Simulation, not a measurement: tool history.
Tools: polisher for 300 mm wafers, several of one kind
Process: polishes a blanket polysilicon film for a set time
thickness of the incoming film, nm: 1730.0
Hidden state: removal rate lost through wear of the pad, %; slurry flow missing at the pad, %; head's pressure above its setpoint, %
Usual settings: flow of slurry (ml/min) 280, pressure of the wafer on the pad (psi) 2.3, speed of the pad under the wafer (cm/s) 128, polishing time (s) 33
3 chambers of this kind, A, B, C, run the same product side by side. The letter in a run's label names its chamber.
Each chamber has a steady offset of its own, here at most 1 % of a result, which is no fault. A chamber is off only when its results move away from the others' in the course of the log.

run   hour  flow of slurry (ml/min)  pressure of the wafer on the pad (psi)  speed of the pad under the wafer (cm/s)  polishing time (s)  wafers polished on this pad  hours since the slurry nozzle was cleaned  hours since the head pressure was calibrated  film removed (Å)
 1C   12.2                      280                                     2.3                                      128                  33                          196                                      442.5                                         777.2            3287.7
 2B   20.2                      280                                     2.3                                      128                  33                          876                                      486.2                                         592.3            3327.2
 3A   32.1                      280                                     2.3                                      128                  33                          241                                      174.9                                         578.2            3268.2
 4C   43.2                      280                                     2.3                                      128                  33                          412                                      473.5                                         808.2            3276.4
 5B   48.7                      190                                     2.3                                      142                  33                         1075                                      514.7                                         620.8            3534.1
      55.3  -- chamber B: worn pad replaced by a new one
 6A   57.4                      190                                     2.3                                      142                  33                          417                                      200.2                                         603.5            3454.1
      60.9  -- chamber C: worn pad replaced by a new one
      64.8  -- chamber B: slurry nozzle cleaned
 7C   66.4                      190                                     2.3                                      142                  33                           38                                      496.7                                         831.4            3447.8
 8A   72.6                      280                                     2.3                                      128                  33                          524                                      215.4                                         618.7            3228.2
      73.6  -- chamber A: worn pad replaced by a new one
 9B   80.4                      280                                     2.3                                      128                  33                          175                                       15.7                                         652.5            3322.5
10C   90.3                      280                                     2.3                                      128                  33                          205                                      520.6                                         855.3              3253
11A  100.9                      280                                     2.3                                      128                  33                          190                                      243.7                                           647            3266.9
12B  111.8                      280                                     2.3                                      128                  33                          395                                       47.1                                         683.9            3354.1
13C  118.5                      280                                     1.7                                      128                  44                          402                                      548.8                                         883.5            3180.8
14A  130.4                      280                                     1.7                                      128                  44                          396                                      273.2                                         676.5            3173.9
15B  137.1                      280                                     1.7                                      128                  44                          571                                       72.4                                         709.2              3336
16B  145.6                      280                                     2.3                                      128                  33                          631                                       80.9                                         717.7            3269.9
17C    152                      280                                     2.3                                      128                  33                          636                                      582.3                                           917            3231.9
     160.9  -- chamber C: worn pad replaced by a new one
     163.7  -- chamber B: head pressure recalibrated
18A  163.9                      280                                     2.3                                      128                  33                          630                                      306.7                                           710            3201.5
     169.4  -- chamber A: worn pad replaced by a new one
19A  174.7                      280                                     2.3                                      128                  33                           37                                      317.5                                         720.8            3246.7
20B  182.7                      280                                     2.3                                      128                  33                          890                                        118                                          19.1              3271
21C    190                      280                                     2.3                                      128                  33                          203                                      620.3                                           955            3303.2
22C  201.1                      280                                     2.3                                      128                  33                          281                                      631.4                                         966.1            3255.2
23B  211.1                      280                                     2.3                                      128                  33                         1088                                      146.4                                          47.5            3308.2
24A  220.3                      280                                     2.3                                      128                  33                          355                                      363.1                                         766.4              3236
25C  225.6                      280                                     2.3                                      128                  33                          452                                      655.9                                         990.6            3148.7
26A    234                      280                                     2.3                                      128                  33                          451                                      376.8                                         780.1            3173.4

What goes on in this fleet: one chamber off, a drifting gauge, or nothing beyond the chambers' own small offsets? Name the chamber and the cause, if any.

No chamber stands off beyond its own small offset, and the gauge holds steady.

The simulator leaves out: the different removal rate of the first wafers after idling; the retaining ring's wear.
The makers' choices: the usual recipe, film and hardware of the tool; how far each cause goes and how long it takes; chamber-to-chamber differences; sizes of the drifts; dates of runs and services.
